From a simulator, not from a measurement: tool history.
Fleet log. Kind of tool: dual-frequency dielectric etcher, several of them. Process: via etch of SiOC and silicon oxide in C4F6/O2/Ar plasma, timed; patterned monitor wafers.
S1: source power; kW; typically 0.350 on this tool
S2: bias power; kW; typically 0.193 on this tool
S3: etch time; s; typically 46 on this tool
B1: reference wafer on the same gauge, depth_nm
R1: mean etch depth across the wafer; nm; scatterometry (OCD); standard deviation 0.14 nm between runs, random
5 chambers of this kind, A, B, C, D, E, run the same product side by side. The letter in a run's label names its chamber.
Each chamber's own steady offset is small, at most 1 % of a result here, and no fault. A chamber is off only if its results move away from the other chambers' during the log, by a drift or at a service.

{"run": "1C", "hour": 5.7, "S1": 0.35, "S2": 0.193, "S3": 46, "B1": 43.68, "R1": 51.075}
{"run": "2A", "hour": 13.1, "S1": 0.35, "S2": 0.193, "S3": 46, "B1": 43.687, "R1": 50.331}
{"run": "3E", "hour": 19.6, "S1": 0.35, "S2": 0.193, "S3": 46, "B1": 43.695, "R1": 50.251}
{"run": "4B", "hour": 26.9, "S1": 0.35, "S2": 0.193, "S3": 46, "B1": 43.699, "R1": 50.757}
{"run": "5D", "hour": 34.5, "S1": 0.35, "S2": 0.193, "S3": 46, "B1": 43.737, "R1": 50.722}
{"run": "6B", "hour": 39.9, "S1": 0.35, "S2": 0.193, "S3": 46, "B1": 43.714, "R1": 50.717}
{"run": "7E", "hour": 44.3, "S1": 0.35, "S2": 0.193, "S3": 46, "B1": 43.728, "R1": 50.59}
{"run": "8A", "hour": 52.3, "S1": 0.35, "S2": 0.193, "S3": 46, "B1": 43.705, "R1": 50.207}
{"hour": 52.7, "done": "chamber C: source power generator calibrated"}
{"run": "9D", "hour": 56.2, "S1": 0.35, "S2": 0.193, "S3": 46, "B1": 43.692, "R1": 50.825}
{"run": "10C", "hour": 62.0, "S1": 0.35, "S2": 0.193, "S3": 46, "B1": 43.684, "R1": 50.687}
{"run": "11B", "hour": 70.2, "S1": 0.35, "S2": 0.193, "S3": 46, "B1": 43.702, "R1": 50.792}
{"run": "12C", "hour": 74.9, "S1": 0.35, "S2": 0.193, "S3": 46, "B1": 43.699, "R1": 51.231}
{"run": "13E", "hour": 81.3, "S1": 0.41, "S2": 0.158, "S3": 46, "B1": 43.7, "R1": 49.992}
{"run": "14A", "hour": 87.7, "S1": 0.41, "S2": 0.158, "S3": 46, "B1": 43.701, "R1": 50.071}
{"run": "15D", "hour": 91.9, "S1": 0.41, "S2": 0.158, "S3": 46, "B1": 43.739, "R1": 50.789}
{"run": "16C", "hour": 96.5, "S1": 0.41, "S2": 0.158, "S3": 46, "B1": 43.729, "R1": 50.915}
{"run": "17B", "hour": 102.1, "S1": 0.41, "S2": 0.158, "S3": 46, "B1": 43.722, "R1": 50.349}
{"run": "18E", "hour": 110.3, "S1": 0.35, "S2": 0.193, "S3": 46, "B1": 43.704, "R1": 50.401}
{"hour": 115.9, "done": "chamber E: wet clean of the chamber"}
{"run": "19A", "hour": 118.3, "S1": 0.35, "S2": 0.193, "S3": 46, "B1": 43.684, "R1": 50.229}
{"run": "20D", "hour": 122.5, "S1": 0.35, "S2": 0.193, "S3": 46, "B1": 43.729, "R1": 50.63}
{"run": "21A", "hour": 127.0, "S1": 0.35, "S2": 0.193, "S3": 46, "B1": 43.73, "R1": 50.517}
{"run": "22B", "hour": 133.6, "S1": 0.35, "S2": 0.193, "S3": 46, "B1": 43.729, "R1": 51.177}
{"run": "23C", "hour": 141.1, "S1": 0.35, "S2": 0.193, "S3": 46, "B1": 43.737, "R1": 51.033}
{"run": "24E", "hour": 147.6, "S1": 0.35, "S2": 0.193, "S3": 46, "B1": 43.688, "R1": 52.311}
{"run": "25D", "hour": 151.2, "S1": 0.35, "S2": 0.193, "S3": 46, "B1": 43.695, "R1": 51.074}
{"run": "26B", "hour": 158.0, "S1": 0.35, "S2": 0.193, "S3": 46, "B1": 43.706, "R1": 50.884}
{"run": "27C", "hour": 163.5, "S1": 0.35, "S2": 0.193, "S3": 46, "B1": 43.695, "R1": 51.183}
{"run": "28E", "hour": 171.4, "S1": 0.35, "S2": 0.193, "S3": 46, "B1": 43.706, "R1": 52.275}
{"run": "29D", "hour": 179.1, "S1": 0.35, "S2": 0.193, "S3": 46, "B1": 43.701, "R1": 50.733}
{"hour": 180.0, "done": "chamber C: wet clean of the chamber"}
{"run": "30A", "hour": 183.9, "S1": 0.35, "S2": 0.193, "S3": 46, "B1": 43.688, "R1": 49.964}
{"hour": 187.6, "done": "chamber B: wet clean of the chamber"}
{"run": "31D", "hour": 189.0, "S1": 0.35, "S2": 0.193, "S3": 46, "B1": 43.752, "R1": 50.693}
{"run": "32C", "hour": 195.3, "S1": 0.38, "S2": 0.213, "S3": 46, "B1": 43.704, "R1": 54.202}
{"run": "33B", "hour": 201.1, "S1": 0.38, "S2": 0.213, "S3": 46, "B1": 43.683, "R1": 54.272}
{"run": "34A", "hour": 206.0, "S1": 0.38, "S2": 0.213, "S3": 46, "B1": 43.679, "R1": 53.523}
{"run": "35E", "hour": 211.9, "S1": 0.38, "S2": 0.213, "S3": 46, "B1": 43.677, "R1": 55.492}
{"run": "36C", "hour": 219.4, "S1": 0.38, "S2": 0.213, "S3": 46, "B1": 43.695, "R1": 54.414}
{"run": "37B", "hour": 226.4, "S1": 0.35, "S2": 0.193, "S3": 46, "B1": 43.719, "R1": 50.855}
{"run": "38A", "hour": 230.7, "S1": 0.35, "S2": 0.193, "S3": 46, "B1": 43.688, "R1": 50.447}

One chamber off, gauge drift, or nothing amiss beyond the chambers' own small offsets? If it is a chamber, which one, and what is the likeliest cause?

Chamber E came out of a service off from its peers and stayed that way.
Cause: etch rate over this chamber's usual, % = 3.69.

Which of the 4 candidates below, each the usual settings with something changed and its results left as question marks, puts chamber E back in line with what the other chambers give on the usual settings?
In line here means within this much of the mean the other chambers give on the usual settings: R1 0.500 nm
{"run": "39E-1", "hour": 236.7, "S1": 0.35, "S2": 0.209, "S3": 46.0, "R1": "?"}
{"run": "39E-2", "hour": 236.7, "S1": 0.35, "S2": 0.177, "S3": 46.0, "R1": "?"}
{"run": "39E-3", "hour": 236.7, "S1": 0.35, "S2": 0.193, "S3": 46.5, "R1": "?"}
{"run": "39E-4", "hour": 236.7, "S1": 0.35, "S2": 0.193, "S3": 45.5, "R1": "?"}

Average result of the remaining chambers running the usual settings: R1 50.731 nm
run=39E-1 R1=53.622
run=39E-2 R1=50.786
run=39E-3 R1=52.799
run=39E-4 R1=51.664
The right change is 39E-2: it brings the chamber back within the allowed miss of the others.
